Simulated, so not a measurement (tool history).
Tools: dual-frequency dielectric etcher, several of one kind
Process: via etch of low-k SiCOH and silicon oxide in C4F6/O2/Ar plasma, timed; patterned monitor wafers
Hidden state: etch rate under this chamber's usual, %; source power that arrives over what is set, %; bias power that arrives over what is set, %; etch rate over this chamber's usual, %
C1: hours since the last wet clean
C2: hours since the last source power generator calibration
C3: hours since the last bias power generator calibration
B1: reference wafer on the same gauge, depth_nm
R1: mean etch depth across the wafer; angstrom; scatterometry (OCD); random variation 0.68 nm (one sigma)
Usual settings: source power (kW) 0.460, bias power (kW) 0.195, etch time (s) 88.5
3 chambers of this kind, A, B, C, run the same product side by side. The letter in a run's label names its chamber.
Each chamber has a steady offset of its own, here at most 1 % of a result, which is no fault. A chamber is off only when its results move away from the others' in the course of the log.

run 1B hour=4.1 | source_power_(kW)=0.460 bias_power_(kW)=0.195 etch_time_(s)=88.5 | C1=109.9 C2=425.0 C3=3155.2 | B1=285.00 | R1=2672.5
run 2C hour=11.7 | source_power_(kW)=0.460 bias_power_(kW)=0.195 etch_time_(s)=88.5 | C1=76.2 C2=875.2 C3=2250.7 | B1=285.01 | R1=2666.0
run 3A hour=17.7 | source_power_(kW)=0.460 bias_power_(kW)=0.195 etch_time_(s)=88.5 | C1=443.3 C2=1133.3 C3=345.9 | B1=285.06 | R1=2687.9
run 4A hour=22.6 | source_power_(kW)=0.460 bias_power_(kW)=0.195 etch_time_(s)=88.5 | C1=448.2 C2=1138.2 C3=350.8 | B1=285.16 | R1=2684.2
run 5B hour=28.6 | source_power_(kW)=0.460 bias_power_(kW)=0.195 etch_time_(s)=88.5 | C1=134.4 C2=449.5 C3=3179.7 | B1=284.89 | R1=2699.3
run 6C hour=37.4 | source_power_(kW)=0.460 bias_power_(kW)=0.195 etch_time_(s)=88.5 | C1=101.9 C2=900.9 C3=2276.4 | B1=285.02 | R1=2670.0
run 7A hour=45.2 | source_power_(kW)=0.460 bias_power_(kW)=0.195 etch_time_(s)=88.5 | C1=470.8 C2=1160.8 C3=373.4 | B1=284.85 | R1=2677.1
run 8C hour=53.1 | source_power_(kW)=0.460 bias_power_(kW)=0.195 etch_time_(s)=88.5 | C1=117.6 C2=916.6 C3=2292.1 | B1=284.95 | R1=2669.1
run 9B hour=62.3 | source_power_(kW)=0.460 bias_power_(kW)=0.195 etch_time_(s)=88.5 | C1=168.1 C2=483.2 C3=3213.4 | B1=284.97 | R1=2680.2
run 10A hour=69.1 | source_power_(kW)=0.460 bias_power_(kW)=0.195 etch_time_(s)=88.5 | C1=494.7 C2=1184.7 C3=397.3 | B1=284.82 | R1=2689.3
run 11B hour=74.8 | source_power_(kW)=0.460 bias_power_(kW)=0.195 etch_time_(s)=88.5 | C1=180.6 C2=495.7 C3=3225.9 | B1=284.97 | R1=2690.4
run 12C hour=82.7 | source_power_(kW)=0.460 bias_power_(kW)=0.195 etch_time_(s)=88.5 | C1=147.2 C2=946.2 C3=2321.7 | B1=284.85 | R1=2659.1
run 13B hour=87.6 | source_power_(kW)=0.460 bias_power_(kW)=0.195 etch_time_(s)=88.5 | C1=193.4 C2=508.5 C3=3238.7 | B1=284.88 | R1=2686.0
-- hour=95.3 chamber A: wet clean of the chamber
run 14A hour=96.1 | source_power_(kW)=0.460 bias_power_(kW)=0.195 etch_time_(s)=88.5 | C1=0.9 C2=1211.7 C3=424.3 | B1=285.20 | R1=2689.1
run 15C hour=104.1 | source_power_(kW)=0.460 bias_power_(kW)=0.195 etch_time_(s)=88.5 | C1=168.6 C2=967.6 C3=2343.1 | B1=285.10 | R1=2657.0
run 16C hour=109.8 | source_power_(kW)=0.460 bias_power_(kW)=0.195 etch_time_(s)=88.5 | C1=174.3 C2=973.3 C3=2348.8 | B1=285.00 | R1=2657.7
run 17B hour=115.7 | source_power_(kW)=0.460 bias_power_(kW)=0.195 etch_time_(s)=88.5 | C1=221.5 C2=536.6 C3=3266.8 | B1=285.06 | R1=2675.1
run 18A hour=121.3 | source_power_(kW)=0.460 bias_power_(kW)=0.195 etch_time_(s)=88.5 | C1=26.1 C2=1236.9 C3=449.5 | B1=285.10 | R1=2700.3
run 19C hour=129.7 | source_power_(kW)=0.460 bias_power_(kW)=0.195 etch_time_(s)=88.5 | C1=194.2 C2=993.2 C3=2368.7 | B1=285.02 | R1=2666.7
run 20B hour=138.6 | source_power_(kW)=0.460 bias_power_(kW)=0.195 etch_time_(s)=88.5 | C1=244.4 C2=559.5 C3=3289.7 | B1=284.94 | R1=2695.0
run 21A hour=145.5 | source_power_(kW)=0.460 bias_power_(kW)=0.195 etch_time_(s)=88.5 | C1=50.3 C2=1261.1 C3=473.7 | B1=284.96 | R1=2686.4
run 22B hour=154.0 | source_power_(kW)=0.460 bias_power_(kW)=0.195 etch_time_(s)=88.5 | C1=259.8 C2=574.9 C3=3305.1 | B1=285.06 | R1=2688.5
run 23C hour=161.8 | source_power_(kW)=0.460 bias_power_(kW)=0.195 etch_time_(s)=88.5 | C1=226.3 C2=1025.3 C3=2400.8 | B1=284.95 | R1=2665.6
-- hour=162.0 chamber B: bias power generator calibrated
run 24A hour=167.2 | source_power_(kW)=0.460 bias_power_(kW)=0.195 etch_time_(s)=88.5 | C1=72.0 C2=1282.8 C3=495.4 | B1=284.93 | R1=2696.1
run 25A hour=173.7 | source_power_(kW)=0.460 bias_power_(kW)=0.195 etch_time_(s)=88.5 | C1=78.5 C2=1289.3 C3=501.9 | B1=284.82 | R1=2683.2
run 26C hour=178.3 | source_power_(kW)=0.460 bias_power_(kW)=0.195 etch_time_(s)=88.5 | C1=242.8 C2=1041.8 C3=2417.3 | B1=284.92 | R1=2661.0
run 27B hour=186.8 | source_power_(kW)=0.460 bias_power_(kW)=0.195 etch_time_(s)=88.5 | C1=292.6 C2=607.7 C3=24.8 | B1=284.92 | R1=2686.2
run 28C hour=194.0 | source_power_(kW)=0.460 bias_power_(kW)=0.195 etch_time_(s)=88.5 | C1=258.5 C2=1057.5 C3=2433.0 | B1=285.01 | R1=2664.7
run 29A hour=200.7 | source_power_(kW)=0.460 bias_power_(kW)=0.195 etch_time_(s)=88.5 | C1=105.5 C2=1316.3 C3=528.9 | B1=285.01 | R1=2697.3

All 3 chambers run these settings next. Forecast each chamber's results:
run 30A hour=207.4 | source_power_(kW)=0.460 bias_power_(kW)=0.195 etch_time_(s)=88.5 | R1=?
run 30B hour=207.4 | source_power_(kW)=0.460 bias_power_(kW)=0.195 etch_time_(s)=88.5 | R1=?
run 30C hour=207.4 | source_power_(kW)=0.460 bias_power_(kW)=0.195 etch_time_(s)=88.5 | R1=?

run=30A R1=2689.9
run=30B R1=2681.7
run=30C R1=2663.1
